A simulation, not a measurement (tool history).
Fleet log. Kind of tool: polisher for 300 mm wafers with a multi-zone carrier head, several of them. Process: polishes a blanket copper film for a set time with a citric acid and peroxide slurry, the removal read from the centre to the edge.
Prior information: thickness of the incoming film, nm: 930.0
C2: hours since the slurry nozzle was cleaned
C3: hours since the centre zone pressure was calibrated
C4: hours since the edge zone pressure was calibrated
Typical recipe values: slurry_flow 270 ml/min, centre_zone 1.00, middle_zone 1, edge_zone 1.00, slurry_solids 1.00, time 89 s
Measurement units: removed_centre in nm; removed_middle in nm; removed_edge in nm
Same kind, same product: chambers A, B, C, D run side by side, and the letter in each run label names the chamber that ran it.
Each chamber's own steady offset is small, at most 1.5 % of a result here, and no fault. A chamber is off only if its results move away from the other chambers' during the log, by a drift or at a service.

run 1B hour=9.4 | slurry_flow=270 centre_zone=1.00 middle_zone=1 edge_zone=1.00 slurry_solids=1.00 time=89 | wafers_polished_on_this_pad=271 C2=171.6 C3=531.2 C4=868.8 | removed_centre=144.40 removed_middle=142.66 removed_edge=144.28
run 2A hour=18.2 | slurry_flow=270 centre_zone=1.00 middle_zone=1 edge_zone=1.00 slurry_solids=1.00 time=89 | wafers_polished_on_this_pad=159 C2=197.0 C3=671.4 C4=148.9 | removed_centre=147.34 removed_middle=145.72 removed_edge=145.17
run 3C hour=32.4 | slurry_flow=270 centre_zone=1.00 middle_zone=1 edge_zone=1.00 slurry_solids=1.00 time=89 | wafers_polished_on_this_pad=291 C2=247.7 C3=313.6 C4=724.7 | removed_centre=142.13 removed_middle=143.79 removed_edge=144.51
-- hour=45.9 chamber D: centre zone pressure recalibrated
run 4D hour=47.2 | slurry_flow=270 centre_zone=1.00 middle_zone=1 edge_zone=1.00 slurry_solids=1.00 time=89 | wafers_polished_on_this_pad=711 C2=726.2 C3=1.3 C4=168.6 | removed_centre=144.85 removed_middle=143.68 removed_edge=141.87
-- hour=52.9 chamber B: worn pad replaced by a new one
run 5C hour=59.0 | slurry_flow=270 centre_zone=0.93 middle_zone=1 edge_zone=1.00 slurry_solids=1.00 time=89 | wafers_polished_on_this_pad=517 C2=274.3 C3=340.2 C4=751.3 | removed_centre=136.84 removed_middle=145.18 removed_edge=145.62
-- hour=66.4 chamber C: slurry nozzle cleaned
run 6B hour=72.7 | slurry_flow=270 centre_zone=0.93 middle_zone=1 edge_zone=1.00 slurry_solids=1.00 time=89 | wafers_polished_on_this_pad=168 C2=234.9 C3=594.5 C4=932.1 | removed_centre=133.97 removed_middle=145.96 removed_edge=144.79
run 7A hour=85.2 | slurry_flow=270 centre_zone=0.93 middle_zone=1 edge_zone=1.00 slurry_solids=1.00 time=89 | wafers_polished_on_this_pad=729 C2=264.0 C3=738.4 C4=215.9 | removed_centre=138.47 removed_middle=145.39 removed_edge=146.97
run 8D hour=92.8 | slurry_flow=270 centre_zone=0.93 middle_zone=1 edge_zone=1.00 slurry_solids=1.00 time=89 | wafers_polished_on_this_pad=1099 C2=771.8 C3=46.9 C4=214.2 | removed_centre=131.73 removed_middle=143.83 removed_edge=143.61
-- hour=99.1 chamber D: slurry nozzle cleaned
run 9D hour=100.7 | slurry_flow=270 centre_zone=1.00 middle_zone=1 edge_zone=1.00 slurry_solids=1.00 time=89 | wafers_polished_on_this_pad=1166 C2=1.7 C3=54.8 C4=222.1 | removed_centre=145.70 removed_middle=144.69 removed_edge=143.96
run 10B hour=112.8 | slurry_flow=270 centre_zone=1.00 middle_zone=1 edge_zone=1.00 slurry_solids=1.00 time=89 | wafers_polished_on_this_pad=510 C2=275.0 C3=634.6 C4=972.2 | removed_centre=144.35 removed_middle=143.25 removed_edge=143.80
run 11C hour=124.7 | slurry_flow=270 centre_zone=1.00 middle_zone=1 edge_zone=1.00 slurry_solids=1.00 time=89 | wafers_polished_on_this_pad=1077 C2=58.3 C3=405.9 C4=817.0 | removed_centre=144.31 removed_middle=144.03 removed_edge=145.03
-- hour=132.4 chamber B: worn pad replaced by a new one
run 12A hour=138.2 | slurry_flow=270 centre_zone=1.00 middle_zone=1 edge_zone=1.00 slurry_solids=1.00 time=89 | wafers_polished_on_this_pad=1180 C2=317.0 C3=791.4 C4=268.9 | removed_centre=142.71 removed_middle=146.08 removed_edge=144.23
-- hour=143.5 chamber C: worn pad replaced by a new one
run 13C hour=150.5 | slurry_flow=270 centre_zone=1.00 middle_zone=1 edge_zone=1.00 slurry_solids=1.00 time=89 | wafers_polished_on_this_pad=59 C2=84.1 C3=431.7 C4=842.8 | removed_centre=145.83 removed_middle=142.69 removed_edge=143.56
-- hour=154.5 chamber A: worn pad replaced by a new one
run 14A hour=159.5 | slurry_flow=270 centre_zone=1.00 middle_zone=1 edge_zone=1.00 slurry_solids=1.00 time=89 | wafers_polished_on_this_pad=43 C2=338.3 C3=812.7 C4=290.2 | removed_centre=145.61 removed_middle=146.02 removed_edge=145.81
run 15D hour=166.8 | slurry_flow=270 centre_zone=1.00 middle_zone=1 edge_zone=1.00 slurry_solids=1.00 time=89 | wafers_polished_on_this_pad=1729 C2=67.8 C3=120.9 C4=288.2 | removed_centre=138.25 removed_middle=142.40 removed_edge=139.48
-- hour=170.8 chamber B: slurry nozzle cleaned
run 16B hour=179.6 | slurry_flow=270 centre_zone=1.00 middle_zone=1 edge_zone=1.00 slurry_solids=1.00 time=89 | wafers_polished_on_this_pad=402 C2=8.9 C3=701.4 C4=1039.0 | removed_centre=144.36 removed_middle=145.52 removed_edge=142.10
run 17C hour=191.3 | slurry_flow=270 centre_zone=1.00 middle_zone=1 edge_zone=1.00 slurry_solids=1.00 time=89 | wafers_polished_on_this_pad=407 C2=124.9 C3=472.5 C4=883.6 | removed_centre=144.56 removed_middle=144.39 removed_edge=143.09
run 18A hour=198.6 | slurry_flow=270 centre_zone=1.00 middle_zone=1 edge_zone=1.00 slurry_solids=1.00 time=89 | wafers_polished_on_this_pad=376 C2=377.4 C3=851.8 C4=329.3 | removed_centre=146.22 removed_middle=144.62 removed_edge=146.15
-- hour=206.0 chamber B: worn pad replaced by a new one
run 19B hour=210.9 | slurry_flow=270 centre_zone=1.00 middle_zone=1 edge_zone=1.00 slurry_solids=1.00 time=89 | wafers_polished_on_this_pad=42 C2=40.2 C3=732.7 C4=1070.3 | removed_centre=143.86 removed_middle=143.85 removed_edge=144.80
run 20D hour=217.8 | slurry_flow=270 centre_zone=1.00 middle_zone=1 edge_zone=1.00 slurry_solids=1.00 time=89 | wafers_polished_on_this_pad=2163 C2=118.8 C3=171.9 C4=339.2 | removed_centre=137.72 removed_middle=139.42 removed_edge=140.51
run 21C hour=230.5 | slurry_flow=270 centre_zone=1.00 middle_zone=1 edge_zone=1.00 slurry_solids=1.00 time=89 | wafers_polished_on_this_pad=740 C2=164.1 C3=511.7 C4=922.8 | removed_centre=145.91 removed_middle=144.56 removed_edge=144.76
run 22B hour=240.6 | slurry_flow=230 centre_zone=1.00 middle_zone=1 edge_zone=0.94 slurry_solids=1.00 time=89 | wafers_polished_on_this_pad=294 C2=69.9 C3=762.4 C4=1100.0 | removed_centre=141.42 removed_middle=140.95 removed_edge=136.07
-- hour=246.8 chamber C: edge zone pressure recalibrated
run 23A hour=249.5 | slurry_flow=230 centre_zone=1.00 middle_zone=1 edge_zone=0.94 slurry_solids=1.00 time=89 | wafers_polished_on_this_pad=809 C2=428.3 C3=902.7 C4=380.2 | removed_centre=143.32 removed_middle=142.31 removed_edge=138.96
run 24D hour=259.1 | slurry_flow=230 centre_zone=1.00 middle_zone=1 edge_zone=0.94 slurry_solids=1.00 time=89 | wafers_polished_on_this_pad=2515 C2=160.1 C3=213.2 C4=380.5 | removed_centre=136.82 removed_middle=135.20 removed_edge=129.72
run 25A hour=268.6 | slurry_flow=230 centre_zone=1.00 middle_zone=1 edge_zone=0.94 slurry_solids=1.00 time=89 | wafers_polished_on_this_pad=972 C2=447.4 C3=921.8 C4=399.3 | removed_centre=142.85 removed_middle=141.81 removed_edge=139.62
-- hour=276.6 chamber A: worn pad replaced by a new one
run 26B hour=281.3 | slurry_flow=270 centre_zone=1.00 middle_zone=1 edge_zone=1.00 slurry_solids=1.00 time=89 | wafers_polished_on_this_pad=641 C2=110.6 C3=803.1 C4=1140.7 | removed_centre=143.64 removed_middle=144.04 removed_edge=141.29
run 27D hour=292.0 | slurry_flow=270 centre_zone=1.00 middle_zone=1 edge_zone=1.00 slurry_solids=1.00 time=89 | wafers_polished_on_this_pad=2795 C2=193.0 C3=246.1 C4=413.4 | removed_centre=134.34 removed_middle=137.21 removed_edge=136.40
-- hour=296.3 chamber B: worn pad replaced by a new one
run 28C hour=299.7 | slurry_flow=270 centre_zone=1.00 middle_zone=1 edge_zone=1.00 slurry_solids=1.00 time=89 | wafers_polished_on_this_pad=1330 C2=233.3 C3=580.9 C4=53.0 | removed_centre=144.11 removed_middle=142.04 removed_edge=144.67
-- hour=309.1 chamber C: slurry nozzle cleaned
run 29C hour=312.5 | slurry_flow=270 centre_zone=1.11 middle_zone=1 edge_zone=1.00 slurry_solids=1.15 time=89 | wafers_polished_on_this_pad=1439 C2=3.4 C3=593.7 C4=65.8 | removed_centre=164.69 removed_middle=149.28 removed_edge=149.54
-- hour=317.9 chamber C: worn pad replaced by a new one
run 30B hour=320.7 | slurry_flow=270 centre_zone=1.11 middle_zone=1 edge_zone=1.00 slurry_solids=1.15 time=89 | wafers_polished_on_this_pad=208 C2=150.0 C3=842.5 C4=1180.1 | removed_centre=170.99 removed_middle=148.59 removed_edge=149.02
run 31A hour=328.6 | slurry_flow=270 centre_zone=1.11 middle_zone=1 edge_zone=1.00 slurry_solids=1.15 time=89 | wafers_polished_on_this_pad=443 C2=507.4 C3=981.8 C4=459.3 | removed_centre=169.44 removed_middle=149.17 removed_edge=148.41
run 32D hour=339.5 | slurry_flow=270 centre_zone=1.11 middle_zone=1 edge_zone=1.00 slurry_solids=1.15 time=89 | wafers_polished_on_this_pad=3200 C2=240.5 C3=293.6 C4=460.9 | removed_centre=154.30 removed_middle=138.87 removed_edge=136.45
run 33B hour=352.9 | slurry_flow=270 centre_zone=1.00 middle_zone=1 edge_zone=1.00 slurry_solids=1.00 time=89 | wafers_polished_on_this_pad=482 C2=182.2 C3=874.7 C4=1212.3 | removed_centre=141.83 removed_middle=143.06 removed_edge=144.56
run 34A hour=360.4 | slurry_flow=270 centre_zone=1.00 middle_zone=1 edge_zone=1.00 slurry_solids=1.00 time=89 | wafers_polished_on_this_pad=714 C2=539.2 C3=1013.6 C4=491.1 | removed_centre=144.08 removed_middle=144.75 removed_edge=147.25
run 35D hour=372.5 | slurry_flow=270 centre_zone=1.00 middle_zone=1 edge_zone=1.00 slurry_solids=1.00 time=89 | wafers_polished_on_this_pad=3481 C2=273.5 C3=326.6 C4=493.9 | removed_centre=130.55 removed_middle=134.16 removed_edge=130.82
run 36C hour=380.2 | slurry_flow=270 centre_zone=1.00 middle_zone=1 edge_zone=1.00 slurry_solids=1.00 time=89 | wafers_polished_on_this_pad=531 C2=71.1 C3=661.4 C4=133.5 | removed_centre=149.19 removed_middle=143.32 removed_edge=145.99
run 37D hour=386.9 | slurry_flow=270 centre_zone=1.00 middle_zone=1 edge_zone=1.00 slurry_solids=1.00 time=89 | wafers_polished_on_this_pad=3603 C2=287.9 C3=341.0 C4=508.3 | removed_centre=130.92 removed_middle=131.63 removed_edge=131.79
run 38A hour=398.9 | slurry_flow=270 centre_zone=1.00 middle_zone=1 edge_zone=1.00 slurry_solids=1.00 time=89 | wafers_polished_on_this_pad=1042 C2=577.7 C3=1052.1 C4=529.6 | removed_centre=144.71 removed_middle=146.23 removed_edge=145.58
run 39C hour=410.6 | slurry_flow=270 centre_zone=1.00 middle_zone=1 edge_zone=1.00 slurry_solids=1.00 time=89 | wafers_polished_on_this_pad=790 C2=101.5 C3=691.8 C4=163.9 | removed_centre=142.55 removed_middle=144.00 removed_edge=145.43

All chambers now run identical settings, listed one chamber a line with results as question marks. What results will each chamber show?
run 40A hour=421.5 | slurry_flow=270 centre_zone=1.00 middle_zone=1 edge_zone=1.00 slurry_solids=1.00 time=89 | removed_centre=? removed_middle=? removed_edge=?
run 40B hour=421.5 | slurry_flow=270 centre_zone=1.00 middle_zone=1 edge_zone=1.00 slurry_solids=1.00 time=89 | removed_centre=? removed_middle=? removed_edge=?
run 40C hour=421.5 | slurry_flow=270 centre_zone=1.00 middle_zone=1 edge_zone=1.00 slurry_solids=1.00 time=89 | removed_centre=? removed_middle=? removed_edge=?
run 40D hour=421.5 | slurry_flow=270 centre_zone=1.00 middle_zone=1 edge_zone=1.00 slurry_solids=1.00 time=89 | removed_centre=? removed_middle=? removed_edge=?

run=40A removed_centre=146.81 removed_middle=143.63 removed_edge=143.85
run=40B removed_centre=140.77 removed_middle=143.68 removed_edge=143.46
run=40C removed_centre=143.85 removed_middle=144.20 removed_edge=145.20
run=40D removed_centre=130.83 removed_middle=129.13 removed_edge=129.56
